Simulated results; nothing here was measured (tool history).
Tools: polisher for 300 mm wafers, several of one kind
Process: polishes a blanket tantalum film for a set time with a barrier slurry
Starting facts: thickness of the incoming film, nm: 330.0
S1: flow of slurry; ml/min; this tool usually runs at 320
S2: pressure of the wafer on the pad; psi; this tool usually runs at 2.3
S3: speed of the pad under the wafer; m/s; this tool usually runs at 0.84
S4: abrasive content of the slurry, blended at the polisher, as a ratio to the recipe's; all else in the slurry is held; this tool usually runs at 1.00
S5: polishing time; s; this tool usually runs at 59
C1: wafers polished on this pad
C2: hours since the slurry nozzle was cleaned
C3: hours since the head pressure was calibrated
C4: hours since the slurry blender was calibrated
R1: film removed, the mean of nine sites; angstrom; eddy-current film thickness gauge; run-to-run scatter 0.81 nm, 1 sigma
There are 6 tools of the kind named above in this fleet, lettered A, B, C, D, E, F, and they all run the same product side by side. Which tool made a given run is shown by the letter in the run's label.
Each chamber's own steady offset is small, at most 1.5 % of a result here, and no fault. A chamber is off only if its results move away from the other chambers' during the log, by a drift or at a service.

-- hour=0.6 chamber A: worn pad replaced by a new one
-- hour=3.0 chamber F: head pressure recalibrated
run 1C hour=5.8 | S1=320 S2=2.3 S3=0.84 S4=1.00 S5=59 | C1=181 C2=151.3 C3=84.4 C4=61.8 | R1=1019.70
run 2D hour=13.2 | S1=320 S2=2.3 S3=0.84 S4=1.00 S5=59 | C1=791 C2=546.2 C3=214.0 C4=102.1 | R1=1040.00
run 3F hour=19.1 | S1=320 S2=2.3 S3=0.84 S4=1.00 S5=59 | C1=402 C2=484.5 C3=16.1 C4=298.2 | R1=1029.50
-- hour=21.4 chamber F: slurry blender recalibrated
-- hour=22.8 chamber D: slurry nozzle cleaned
run 4A hour=26.2 | S1=320 S2=2.3 S3=0.84 S4=1.00 S5=59 | C1=436 C2=116.0 C3=733.7 C4=177.9 | R1=1030.10
run 5B hour=30.6 | S1=320 S2=2.3 S3=0.94 S4=1.00 S5=59 | C1=926 C2=221.3 C3=613.3 C4=184.2 | R1=1133.80
run 6E hour=38.3 | S1=320 S2=2.3 S3=0.94 S4=1.00 S5=59 | C1=922 C2=615.5 C3=340.1 C4=122.8 | R1=1172.90
run 7A hour=44.5 | S1=320 S2=2.3 S3=0.94 S4=1.00 S5=59 | C1=746 C2=134.3 C3=752.0 C4=196.2 | R1=1151.80
-- hour=47.2 chamber B: worn pad replaced by a new one
run 8E hour=49.6 | S1=320 S2=2.3 S3=0.94 S4=1.00 S5=59 | C1=1114 C2=626.8 C3=351.4 C4=134.1 | R1=1158.70
-- hour=51.0 chamber D: worn pad replaced by a new one
run 9D hour=57.5 | S1=320 S2=2.3 S3=0.94 S4=1.00 S5=59 | C1=110 C2=34.8 C3=258.3 C4=146.4 | R1=1178.80
-- hour=65.5 chamber C: worn pad replaced by a new one
run 10F hour=65.9 | S1=320 S2=2.3 S3=0.94 S4=1.00 S5=59 | C1=1196 C2=531.3 C3=62.9 C4=44.5 | R1=1140.10
-- hour=66.1 chamber E: worn pad replaced by a new one
run 11B hour=73.0 | S1=320 S2=2.3 S3=1.12 S4=1.00 S5=59 | C1=439 C2=263.7 C3=655.7 C4=226.6 | R1=1343.10
-- hour=73.5 chamber A: worn pad replaced by a new one
-- hour=76.5 chamber F: worn pad replaced by a new one
run 12C hour=79.1 | S1=320 S2=2.3 S3=1.12 S4=1.00 S5=59 | C1=231 C2=224.6 C3=157.7 C4=135.1 | R1=1393.30
-- hour=84.2 chamber E: slurry nozzle cleaned
-- hour=86.5 chamber E: slurry blender recalibrated
run 13D hour=88.0 | S1=320 S2=2.3 S3=1.12 S4=1.00 S5=59 | C1=628 C2=65.3 C3=288.8 C4=176.9 | R1=1376.50
run 14E hour=96.8 | S1=320 S2=2.3 S3=1.12 S4=1.00 S5=59 | C1=521 C2=12.6 C3=398.6 C4=10.3 | R1=1390.20
run 15F hour=104.4 | S1=320 S2=2.3 S3=1.12 S4=1.00 S5=59 | C1=475 C2=569.8 C3=101.4 C4=83.0 | R1=1365.40
-- hour=104.5 chamber C: slurry blender recalibrated
-- hour=104.9 chamber B: slurry blender recalibrated
-- hour=106.2 chamber B: worn pad replaced by a new one
run 16B hour=114.6 | S1=320 S2=2.3 S3=1.12 S4=1.00 S5=59 | C1=143 C2=305.3 C3=697.3 C4=9.8 | R1=1334.20
run 17A hour=122.1 | S1=320 S2=2.3 S3=0.84 S4=1.00 S5=59 | C1=825 C2=211.9 C3=829.6 C4=273.8 | R1=1010.90
-- hour=125.1 chamber D: worn pad replaced by a new one
-- hour=129.6 chamber C: worn pad replaced by a new one
-- hour=130.7 chamber A: slurry nozzle cleaned
run 18C hour=131.5 | S1=275 S2=1.7 S3=0.84 S4=1.00 S5=59 | C1=32 C2=277.0 C3=210.1 C4=27.1 | R1=742.41
run 19C hour=138.6 | S1=275 S2=1.7 S3=0.84 S4=1.00 S5=59 | C1=153 C2=284.1 C3=217.2 C4=34.2 | R1=754.58
-- hour=139.1 chamber E: worn pad replaced by a new one
-- hour=146.3 chamber F: worn pad replaced by a new one
run 20A hour=147.2 | S1=275 S2=1.7 S3=0.84 S4=1.00 S5=59 | C1=1251 C2=16.6 C3=854.7 C4=298.9 | R1=741.78
-- hour=147.7 chamber A: worn pad replaced by a new one
run 21D hour=153.9 | S1=275 S2=1.7 S3=0.84 S4=1.00 S5=59 | C1=489 C2=131.2 C3=354.7 C4=242.8 | R1=757.64
-- hour=162.3 chamber B: head pressure recalibrated
run 22E hour=163.0 | S1=275 S2=1.7 S3=0.84 S4=1.00 S5=59 | C1=407 C2=78.8 C3=464.8 C4=76.5 | R1=751.46
run 23F hour=170.4 | S1=275 S2=1.7 S3=0.84 S4=1.00 S5=59 | C1=410 C2=635.8 C3=167.4 C4=149.0 | R1=748.86
-- hour=173.1 chamber B: worn pad replaced by a new one
run 24B hour=175.2 | S1=320 S2=2.3 S3=0.84 S4=1.00 S5=59 | C1=35 C2=365.9 C3=12.9 C4=70.4 | R1=1032.40
-- hour=180.0 chamber D: head pressure recalibrated
run 25B hour=184.7 | S1=320 S2=2.3 S3=0.84 S4=1.00 S5=59 | C1=197 C2=375.4 C3=22.4 C4=79.9 | R1=1008.00
run 26E hour=192.1 | S1=320 S2=2.3 S3=0.84 S4=1.00 S5=59 | C1=901 C2=107.9 C3=493.9 C4=105.6 | R1=1040.90
-- hour=201.0 chamber C: worn pad replaced by a new one
run 27F hour=202.2 | S1=320 S2=2.3 S3=0.84 S4=1.00 S5=59 | C1=950 C2=667.6 C3=199.2 C4=180.8 | R1=1027.90
-- hour=205.8 chamber D: slurry blender recalibrated
-- hour=206.7 chamber A: worn pad replaced by a new one
-- hour=207.8 chamber D: worn pad replaced by a new one
run 28C hour=208.9 | S1=320 S2=2.3 S3=0.84 S4=1.00 S5=59 | C1=135 C2=354.4 C3=287.5 C4=104.5 | R1=1029.10
run 29D hour=215.7 | S1=320 S2=1.9 S3=0.64 S4=1.00 S5=59 | C1=135 C2=193.0 C3=35.8 C4=10.0 | R1=650.70
-- hour=219.0 chamber E: worn pad replaced by a new one
-- hour=221.7 chamber F: worn pad replaced by a new one
run 30A hour=225.2 | S1=320 S2=1.9 S3=0.64 S4=1.00 S5=59 | C1=314 C2=94.6 C3=932.7 C4=376.9 | R1=639.76
run 31A hour=231.1 | S1=320 S2=1.9 S3=0.64 S4=1.00 S5=59 | C1=415 C2=100.5 C3=938.6 C4=382.8 | R1=639.88
-- hour=233.3 chamber E: head pressure recalibrated
run 32F hour=238.3 | S1=320 S2=1.9 S3=0.64 S4=1.00 S5=59 | C1=282 C2=703.7 C3=235.3 C4=216.9 | R1=649.54
run 33E hour=244.4 | S1=320 S2=1.9 S3=0.64 S4=1.00 S5=59 | C1=432 C2=160.2 C3=11.1 C4=157.9 | R1=651.62
-- hour=246.6 chamber B: worn pad replaced by a new one
-- hour=247.4 chamber F: slurry blender recalibrated
run 34D hour=252.1 | S1=320 S2=1.9 S3=0.64 S4=1.00 S5=59 | C1=753 C2=229.4 C3=72.2 C4=46.4 | R1=650.96
-- hour=257.6 chamber C: worn pad replaced by a new one
run 35B hour=260.5 | S1=320 S2=2.3 S3=0.84 S4=0.85 S5=59 | C1=236 C2=451.2 C3=98.2 C4=155.7 | R1=964.53
-- hour=265.0 chamber C: slurry nozzle cleaned
run 36C hour=267.2 | S1=320 S2=2.3 S3=0.84 S4=0.85 S5=59 | C1=164 C2=2.3 C3=345.8 C4=162.8 | R1=966.20
-- hour=273.6 chamber C: slurry blender recalibrated
-- hour=276.6 chamber A: worn pad replaced by a new one
run 37A hour=277.4 | S1=320 S2=2.3 S3=0.84 S4=0.85 S5=59 | C1=15 C2=146.8 C3=984.9 C4=429.1 | R1=930.96
-- hour=281.1 chamber E: slurry blender recalibrated
-- hour=285.0 chamber F: worn pad replaced by a new one
run 38B hour=285.2 | S1=320 S2=2.3 S3=0.84 S4=0.85 S5=59 | C1=655 C2=475.9 C3=122.9 C4=180.4 | R1=968.12
-- hour=286.1 chamber F: slurry nozzle cleaned
run 39C hour=292.2 | S1=320 S2=2.3 S3=0.84 S4=0.85 S5=59 | C1=588 C2=27.3 C3=370.8 C4=18.7 | R1=974.66
-- hour=296.2 chamber D: worn pad replaced by a new one
run 40D hour=298.3 | S1=320 S2=2.3 S3=0.84 S4=0.85 S5=59 | C1=36 C2=275.6 C3=118.4 C4=92.6 | R1=996.14
-- hour=300.1 chamber E: worn pad replaced by a new one
run 41E hour=304.7 | S1=320 S2=2.3 S3=0.84 S4=1.00 S5=59 | C1=78 C2=220.5 C3=71.4 C4=23.7 | R1=1030.50
run 42F hour=312.7 | S1=320 S2=2.3 S3=0.84 S4=1.00 S5=59 | C1=470 C2=26.6 C3=309.7 C4=65.4 | R1=1029.30
run 43A hour=322.5 | S1=320 S2=2.3 S3=0.84 S4=1.00 S5=59 | C1=780 C2=191.9 C3=1030.0 C4=474.2 | R1=976.87

Read the log: is a single chamber off, either drifting away or since a service, is the gauge that measures every chamber drifting, or is nothing wrong beyond small per-chamber offsets? Name any odd chamber and what most likely caused it.

Little by little, chamber A moves away from the other chambers.
Likeliest cause: abrasive missing from the slurry, % = 14.
Not necessarily distinguishable in this log from: head's pressure below its setpoint, %.

Below are 4 candidate recipes for chamber A's next run, each the usual settings with a change, their results shown as question marks. Which of them brings A's results back in line with what the other chambers give on the usual settings?
Allowed miss from the other chambers' usual-settings mean, per result, to count as in line: R1 28.00 angstrom
run 44A-1 hour=329.8 | S1=315 S2=2.3 S3=0.76 S4=1.00 S5=59 | R1=?
run 44A-2 hour=329.8 | S1=320 S2=2.3 S3=0.82 S4=1.00 S5=58 | R1=?
run 44A-3 hour=329.8 | S1=320 S2=2.4 S3=0.84 S4=1.00 S5=59 | R1=?
run 44A-4 hour=329.8 | S1=325 S2=2.3 S3=0.92 S4=1.00 S5=59 | R1=?

On the usual settings, the other chambers give on average: R1 1026.30 angstrom
run=44A-1 R1=888.07
run=44A-2 R1=942.14
run=44A-3 R1=1024.70
run=44A-4 R1=1075.00
44A-3 is the one that brings the chamber's results back in line with the other chambers.
